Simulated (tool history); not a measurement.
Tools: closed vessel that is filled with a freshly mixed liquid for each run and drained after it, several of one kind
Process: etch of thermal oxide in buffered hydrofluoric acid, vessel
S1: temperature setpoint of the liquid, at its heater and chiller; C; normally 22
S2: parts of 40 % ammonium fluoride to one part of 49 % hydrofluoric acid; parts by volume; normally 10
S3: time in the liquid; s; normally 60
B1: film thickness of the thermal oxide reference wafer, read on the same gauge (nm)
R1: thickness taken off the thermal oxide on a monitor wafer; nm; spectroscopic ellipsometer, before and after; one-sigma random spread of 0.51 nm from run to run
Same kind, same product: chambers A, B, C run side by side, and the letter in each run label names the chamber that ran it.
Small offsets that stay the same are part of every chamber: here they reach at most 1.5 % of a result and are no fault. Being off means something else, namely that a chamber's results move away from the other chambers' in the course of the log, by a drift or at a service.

{"run": "1B", "hour": 10.4, "S1": 22, "S2": 10, "S3": 60, "B1": 69.994, "R1": 64.877}
{"run": "2A", "hour": 21.2, "S1": 22, "S2": 10, "S3": 60, "B1": 70.025, "R1": 64.258}
{"hour": 33.6, "done": "chamber C: hydrofluoric acid flow meter replaced"}
{"run": "3C", "hour": 34.8, "S1": 22, "S2": 10, "S3": 60, "B1": 70.039, "R1": 64.914}
{"run": "4A", "hour": 41.1, "S1": 22, "S2": 10, "S3": 60, "B1": 69.994, "R1": 64.377}
{"run": "5B", "hour": 47.8, "S1": 22, "S2": 10, "S3": 60, "B1": 69.978, "R1": 65.275}
{"run": "6C", "hour": 54.8, "S1": 22, "S2": 10, "S3": 60, "B1": 69.997, "R1": 64.368}
{"run": "7C", "hour": 67.4, "S1": 24, "S2": 10, "S3": 60, "B1": 69.996, "R1": 72.578}
{"run": "8A", "hour": 74.3, "S1": 24, "S2": 10, "S3": 60, "B1": 69.961, "R1": 72.269}
{"run": "9B", "hour": 86.0, "S1": 24, "S2": 10, "S3": 60, "B1": 69.952, "R1": 72.737}
{"run": "10C", "hour": 96.6, "S1": 22, "S2": 10, "S3": 60, "B1": 70.027, "R1": 64.452}
{"run": "11B", "hour": 106.7, "S1": 22, "S2": 11.5, "S3": 85, "B1": 69.956, "R1": 81.178}
{"run": "12A", "hour": 113.7, "S1": 22, "S2": 11.5, "S3": 85, "B1": 70.014, "R1": 81.061}
{"run": "13A", "hour": 125.3, "S1": 22, "S2": 11.5, "S3": 85, "B1": 70, "R1": 80.155}
{"run": "14C", "hour": 136.0, "S1": 19.5, "S2": 10, "S3": 35, "B1": 69.987, "R1": 33.494}
{"hour": 140.0, "done": "chamber A: hydrofluoric acid flow meter replaced"}
{"run": "15B", "hour": 141.8, "S1": 19.5, "S2": 10, "S3": 35, "B1": 69.939, "R1": 32.653}
{"run": "16C", "hour": 153.4, "S1": 19.5, "S2": 10, "S3": 35, "B1": 70.011, "R1": 34.093}
{"run": "17A", "hour": 162.7, "S1": 19, "S2": 10, "S3": 60, "B1": 70.026, "R1": 54.791}
{"run": "18B", "hour": 174.3, "S1": 19, "S2": 10, "S3": 60, "B1": 70.056, "R1": 54.475}
{"run": "19C", "hour": 181.5, "S1": 19, "S2": 10, "S3": 60, "B1": 69.993, "R1": 58.08}
{"run": "20B", "hour": 189.0, "S1": 22, "S2": 10, "S3": 60, "B1": 69.999, "R1": 64.443}
{"run": "21A", "hour": 196.7, "S1": 22, "S2": 10, "S3": 60, "B1": 69.986, "R1": 64.016}
{"run": "22B", "hour": 207.2, "S1": 22, "S2": 10, "S3": 60, "B1": 70.004, "R1": 65.082}
{"run": "23A", "hour": 218.0, "S1": 22, "S2": 7, "S3": 30, "B1": 69.998, "R1": 44.527}
{"run": "24C", "hour": 227.2, "S1": 22, "S2": 7, "S3": 30, "B1": 69.974, "R1": 48.928}
{"run": "25A", "hour": 235.9, "S1": 22, "S2": 7, "S3": 30, "B1": 70.042, "R1": 44.617}
{"run": "26B", "hour": 247.7, "S1": 22, "S2": 10, "S3": 60, "B1": 70.004, "R1": 64.397}
{"run": "27C", "hour": 258.6, "S1": 22, "S2": 10, "S3": 60, "B1": 69.985, "R1": 69.813}

Decide between three cases: one chamber stands off from its peers, the gauge reading all wafers drifts, or nothing is wrong past each chamber's small offset. Where a chamber is off, say which and what most likely put it there.

One chamber, C, drifts off from the rest bit by bit.
Likeliest cause: liquid hotter than its thermometer reads (K) = 1.59.
The log may not separate it from: hydrofluoric acid flow above the setpoint (%).

Below are 4 candidate recipes for chamber C's next run, each the usual settings with a change, their results shown as question marks. Which of them brings C's results back in line with what the other chambers give on the usual settings?
In line means no further than this from the other chambers' mean on the usual settings: R1 1.8 nm
{"run": "28C-1", "hour": 268.3, "S1": 22, "S2": 10, "S3": 65, "R1": "?"}
{"run": "28C-2", "hour": 268.3, "S1": 22, "S2": 11, "S3": 60, "R1": "?"}
{"run": "28C-3", "hour": 268.3, "S1": 22, "S2": 10.5, "S3": 55, "R1": "?"}
{"run": "28C-4", "hour": 268.3, "S1": 24.5, "S2": 10, "S3": 60, "R1": "?"}

Usual-settings mean across the other chambers: R1 64.448 nm
run=28C-1 R1=76.089
run=28C-2 R1=63.941
run=28C-3 R1=61.36
run=28C-4 R1=80.346
With 28C-2, the chamber falls back in line with the rest.
